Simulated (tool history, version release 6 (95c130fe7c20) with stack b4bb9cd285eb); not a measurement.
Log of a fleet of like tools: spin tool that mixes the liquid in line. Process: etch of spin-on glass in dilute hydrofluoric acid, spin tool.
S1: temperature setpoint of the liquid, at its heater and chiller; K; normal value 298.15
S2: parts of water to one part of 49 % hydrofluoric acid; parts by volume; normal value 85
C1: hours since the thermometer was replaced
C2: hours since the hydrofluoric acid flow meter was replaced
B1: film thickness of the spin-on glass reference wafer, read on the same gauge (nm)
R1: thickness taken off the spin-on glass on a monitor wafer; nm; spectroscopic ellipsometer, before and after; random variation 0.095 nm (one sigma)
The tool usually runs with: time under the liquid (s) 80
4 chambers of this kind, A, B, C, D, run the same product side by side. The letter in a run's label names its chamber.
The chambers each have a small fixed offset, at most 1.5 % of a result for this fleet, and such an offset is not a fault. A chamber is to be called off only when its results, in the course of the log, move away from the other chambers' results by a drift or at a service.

run 1B day=0.242 | S1=298.15 S2=85 time_under_the_liquid_(s)=80 | C1=2171.6 C2=978.9 | B1=110 | R1=24.376
-- day=0.404 chamber C: hydrofluoric acid flow meter replaced
run 2D day=0.558 | S1=298.15 S2=85 time_under_the_liquid_(s)=80 | C1=1088.3 C2=817.1 | B1=109.98 | R1=24.513
run 3A day=0.938 | S1=298.15 S2=85 time_under_the_liquid_(s)=80 | C1=1445.2 C2=524.5 | B1=110.01 | R1=24.338
run 4C day=1.312 | S1=298.15 S2=85 time_under_the_liquid_(s)=80 | C1=1383.3 C2=21.8 | B1=109.98 | R1=24.199
run 5D day=1.608 | S1=298.15 S2=85 time_under_the_liquid_(s)=80 | C1=1113.5 C2=842.3 | B1=110 | R1=24.5
run 6A day=2 | S1=298.15 S2=85 time_under_the_liquid_(s)=80 | C1=1470.7 C2=550 | B1=109.98 | R1=24.412
run 7B day=2.454 | S1=298.15 S2=85 time_under_the_liquid_(s)=80 | C1=2224.7 C2=1032 | B1=110.02 | R1=24.446
run 8C day=2.75 | S1=298.15 S2=85 time_under_the_liquid_(s)=80 | C1=1417.8 C2=56.3 | B1=110.01 | R1=24.21
run 9C day=3.229 | S1=298.15 S2=85 time_under_the_liquid_(s)=80 | C1=1429.3 C2=67.8 | B1=110.02 | R1=24.153
run 10B day=3.571 | S1=298.15 S2=85 time_under_the_liquid_(s)=80 | C1=2251.5 C2=1058.8 | B1=110 | R1=24.448
run 11D day=3.942 | S1=298.15 S2=85 time_under_the_liquid_(s)=80 | C1=1169.5 C2=898.3 | B1=110.02 | R1=24.533
run 12A day=4.304 | S1=298.15 S2=85 time_under_the_liquid_(s)=80 | C1=1526 C2=605.3 | B1=109.98 | R1=24.324
run 13D day=4.575 | S1=298.15 S2=85 time_under_the_liquid_(s)=80 | C1=1184.7 C2=913.5 | B1=109.99 | R1=24.525
run 14C day=5.008 | S1=298.15 S2=85 time_under_the_liquid_(s)=80 | C1=1472 C2=110.5 | B1=109.97 | R1=24.135
run 15A day=5.417 | S1=298.15 S2=85 time_under_the_liquid_(s)=50 | C1=1552.7 C2=632 | B1=110.01 | R1=15.163
run 16B day=5.879 | S1=298.15 S2=85 time_under_the_liquid_(s)=50 | C1=2306.9 C2=1114.2 | B1=110.02 | R1=15.307
run 17B day=6.333 | S1=298.15 S2=85 time_under_the_liquid_(s)=50 | C1=2317.8 C2=1125.1 | B1=110.01 | R1=15.347
run 18A day=6.612 | S1=298.15 S2=85 time_under_the_liquid_(s)=50 | C1=1581.4 C2=660.7 | B1=110.01 | R1=15.255
run 19D day=7.075 | S1=298.15 S2=85 time_under_the_liquid_(s)=80 | C1=1244.7 C2=973.5 | B1=110.02 | R1=24.53
run 20C day=7.325 | S1=298.15 S2=85 time_under_the_liquid_(s)=80 | C1=1527.6 C2=166.1 | B1=110 | R1=24.134
run 21D day=7.6 | S1=298.15 S2=85 time_under_the_liquid_(s)=80 | C1=1257.3 C2=986.1 | B1=109.99 | R1=24.403
run 22A day=7.854 | S1=298.15 S2=85 time_under_the_liquid_(s)=80 | C1=1611.2 C2=690.5 | B1=109.99 | R1=24.415
run 23C day=8.162 | S1=298.15 S2=85 time_under_the_liquid_(s)=80 | C1=1547.7 C2=186.2 | B1=110.01 | R1=24.152
run 24B day=8.496 | S1=298.15 S2=85 time_under_the_liquid_(s)=80 | C1=2369.7 C2=1177 | B1=110 | R1=24.509
run 25B day=8.958 | S1=298.15 S2=85 time_under_the_liquid_(s)=80 | C1=2380.8 C2=1188.1 | B1=110 | R1=24.334
run 26C day=9.35 | S1=298.15 S2=110 time_under_the_liquid_(s)=115 | C1=1576.2 C2=214.7 | B1=110 | R1=26.016
run 27A day=9.675 | S1=298.15 S2=110 time_under_the_liquid_(s)=115 | C1=1654.9 C2=734.2 | B1=110.01 | R1=26.328
run 28D day=10.158 | S1=298.15 S2=110 time_under_the_liquid_(s)=115 | C1=1318.7 C2=1047.5 | B1=110.03 | R1=26.356
run 29D day=10.471 | S1=298.15 S2=110 time_under_the_liquid_(s)=115 | C1=1326.2 C2=1055 | B1=110.01 | R1=26.343
run 30C day=10.688 | S1=298.15 S2=85 time_under_the_liquid_(s)=80 | C1=1608.3 C2=246.8 | B1=109.98 | R1=24.095
run 31B day=10.996 | S1=298.15 S2=85 time_under_the_liquid_(s)=80 | C1=2429.7 C2=1237 | B1=109.95 | R1=24.451
run 32A day=11.412 | S1=298.15 S2=85 time_under_the_liquid_(s)=80 | C1=1696.6 C2=775.9 | B1=110.02 | R1=24.486
run 33B day=11.65 | S1=298.15 S2=85 time_under_the_liquid_(s)=80 | C1=2445.4 C2=1252.7 | B1=109.99 | R1=24.547
run 34C day=12.033 | S1=298.15 S2=85 time_under_the_liquid_(s)=80 | C1=1640.6 C2=279.1 | B1=109.99 | R1=24.076
run 35D day=12.262 | S1=298.15 S2=85 time_under_the_liquid_(s)=80 | C1=1369.2 C2=1098 | B1=109.98 | R1=24.467
-- day=12.362 chamber B: thermometer replaced
run 36A day=12.5 | S1=298.15 S2=85 time_under_the_liquid_(s)=80 | C1=1722.7 C2=802 | B1=110.02 | R1=24.335
run 37B day=12.75 | S1=298.15 S2=85 time_under_the_liquid_(s)=80 | C1=9.3 C2=1279.1 | B1=110.01 | R1=24.487

For the next run the whole fleet of 4 chambers uses the same settings. Give each chamber's results:
run 38A day=13.104 | S1=298.15 S2=85 time_under_the_liquid_(s)=80 | R1=?
run 38B day=13.104 | S1=298.15 S2=85 time_under_the_liquid_(s)=80 | R1=?
run 38C day=13.104 | S1=298.15 S2=85 time_under_the_liquid_(s)=80 | R1=?
run 38D day=13.104 | S1=298.15 S2=85 time_under_the_liquid_(s)=80 | R1=?

run=38A R1=24.425
run=38B R1=24.572
run=38C R1=24.128
run=38D R1=24.436
